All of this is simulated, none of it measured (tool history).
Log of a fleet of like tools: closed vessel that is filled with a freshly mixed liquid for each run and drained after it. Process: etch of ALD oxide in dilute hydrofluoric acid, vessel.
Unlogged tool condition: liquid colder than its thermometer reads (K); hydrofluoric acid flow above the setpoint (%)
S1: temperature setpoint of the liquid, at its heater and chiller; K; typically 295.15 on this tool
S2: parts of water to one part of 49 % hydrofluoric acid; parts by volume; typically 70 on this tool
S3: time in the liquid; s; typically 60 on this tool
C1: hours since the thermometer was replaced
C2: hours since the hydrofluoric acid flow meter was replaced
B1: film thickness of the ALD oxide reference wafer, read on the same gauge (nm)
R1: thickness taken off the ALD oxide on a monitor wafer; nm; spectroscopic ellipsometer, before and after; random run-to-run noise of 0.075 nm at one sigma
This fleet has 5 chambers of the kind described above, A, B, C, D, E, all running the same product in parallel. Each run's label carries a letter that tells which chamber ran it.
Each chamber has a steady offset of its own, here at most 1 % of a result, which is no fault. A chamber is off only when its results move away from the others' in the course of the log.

Run 1B, hour 3.8: usual settings; C1 1955.7; C2 1535.4; B1 80.025. Result: R1 8.2775 nm.
Run 2E, hour 6.5: usual settings; C1 462.9; C2 1385.2; B1 80.039. Result: R1 8.1568 nm.
Run 3C, hour 11.4: usual settings; C1 1560.6; C2 687.3; B1 80.041. Result: R1 8.0669 nm.
Run 4A, hour 13.9: usual settings; C1 119.3; C2 281.9; B1 80. Result: R1 8.3355 nm.
Run 5D, hour 17.4: usual settings; C1 881.5; C2 300.6; B1 80.004. Result: R1 8.1799 nm.
Run 6D, hour 21.3: usual settings; C1 885.4; C2 304.5; B1 80.001. Result: R1 8.1688 nm.
Run 7C, hour 26.8: usual settings; C1 1576; C2 702.7; B1 80.001. Result: R1 8.2042 nm.
Run 8A, hour 31: usual settings; C1 136.4; C2 299; B1 80.047. Result: R1 8.1052 nm.
Run 9E, hour 35: usual settings; C1 491.4; C2 1413.7; B1 79.977. Result: R1 8.223 nm.
Run 10B, hour 40: usual settings; C1 1991.9; C2 1571.6; B1 80.038. Result: R1 8.2601 nm.
Run 11C, hour 43.3: usual settings; C1 1592.5; C2 719.2; B1 80.013. Result: R1 8.2064 nm.
Run 12B, hour 47: usual settings; C1 1998.9; C2 1578.6; B1 80.039. Result: R1 8.2918 nm.
At hour 49.1: chamber B: hydrofluoric acid flow meter replaced.
Run 13D, hour 52: usual settings; C1 916.1; C2 335.2; B1 79.966. Result: R1 8.3362 nm.
Run 14A, hour 57.1: usual settings; C1 162.5; C2 325.1; B1 79.974. Result: R1 8.2038 nm.
Run 15E, hour 61.4: usual settings; C1 517.8; C2 1440.1; B1 80.001. Result: R1 8.229 nm.
At hour 64.3: chamber E: thermometer replaced.
Run 16D, hour 64.7: usual settings; C1 928.8; C2 347.9; B1 79.97. Result: R1 8.1523 nm.
Run 17C, hour 69.5: usual settings; C1 1618.7; C2 745.4; B1 80.021. Result: R1 8.2125 nm.
Run 18A, hour 72.7: usual settings; C1 178.1; C2 340.7; B1 80.004. Result: R1 8.0535 nm.
Run 19E, hour 78.1: usual settings but S2 100 parts by volume; C1 13.9; C2 1456.8; B1 79.996. Result: R1 5.6254 nm.
Run 20B, hour 83.6: usual settings but S2 100 parts by volume; C1 2035.5; C2 34.6; B1 80.031. Result: R1 5.6325 nm.
Run 21C, hour 88.5: usual settings but S2 100 parts by volume; C1 1637.7; C2 764.4; B1 79.995. Result: R1 5.5801 nm.
Run 22B, hour 93.3: usual settings but S2 100 parts by volume; C1 2045.2; C2 44.3; B1 80.029. Result: R1 5.7055 nm.
Run 23A, hour 96: usual settings but S2 100 parts by volume; C1 201.4; C2 364; B1 80.009. Result: R1 5.5866 nm.
Run 24E, hour 101.5: usual settings; C1 37.3; C2 1480.2; B1 80.037. Result: R1 8.2119 nm.
Run 25D, hour 106.6: usual settings; C1 970.7; C2 389.8; B1 80.02. Result: R1 8.4822 nm.
Run 26C, hour 111.9: usual settings; C1 1661.1; C2 787.8; B1 80.017. Result: R1 8.2734 nm.
Run 27B, hour 115.3: usual settings but S1 292.65 K, S2 105 parts by volume; C1 2067.2; C2 66.3; B1 80.012. Result: R1 4.6869 nm.
Run 28D, hour 119.2: usual settings but S1 292.65 K, S2 105 parts by volume; C1 983.3; C2 402.4; B1 80.006. Result: R1 4.8488 nm.
Run 29E, hour 124.6: usual settings but S1 292.65 K, S2 105 parts by volume; C1 60.4; C2 1503.3; B1 80.015. Result: R1 4.7946 nm.
Run 30A, hour 129.7: usual settings but S1 292.65 K, S2 105 parts by volume; C1 235.1; C2 397.7; B1 80.037. Result: R1 4.7201 nm.
Run 31D, hour 135.2: usual settings but S1 292.65 K, S2 105 parts by volume; C1 999.3; C2 418.4; B1 80.002. Result: R1 4.9852 nm.
Run 32A, hour 137.9: usual settings; C1 243.3; C2 405.9; B1 80.012. Result: R1 8.0909 nm.
Run 33B, hour 142.6: usual settings; C1 2094.5; C2 93.6; B1 80.021. Result: R1 8.3148 nm.
Run 34C, hour 147: usual settings; C1 1696.2; C2 822.9; B1 79.983. Result: R1 8.2121 nm.
Run 35E, hour 151.1: usual settings; C1 86.9; C2 1529.8; B1 79.999. Result: R1 8.2074 nm.
Run 36B, hour 155.4: usual settings; C1 2107.3; C2 106.4; B1 80.004. Result: R1 8.2707 nm.
Run 37A, hour 160.4: usual settings; C1 265.8; C2 428.4; B1 79.985. Result: R1 8.1859 nm.

For the next run the whole fleet of 5 chambers uses the same settings. Give each chamber's results:
Run 38A, hour 164.5: usual settings but S3 85 s. Result: R1 ?.
Run 38B, hour 164.5: usual settings but S3 85 s. Result: R1 ?.
Run 38C, hour 164.5: usual settings but S3 85 s. Result: R1 ?.
Run 38D, hour 164.5: usual settings but S3 85 s. Result: R1 ?.
Run 38E, hour 164.5: usual settings but S3 85 s. Result: R1 ?.

run      R1
38A   11.64
38B  11.735
38C  11.601
38D  12.266
38E  11.566
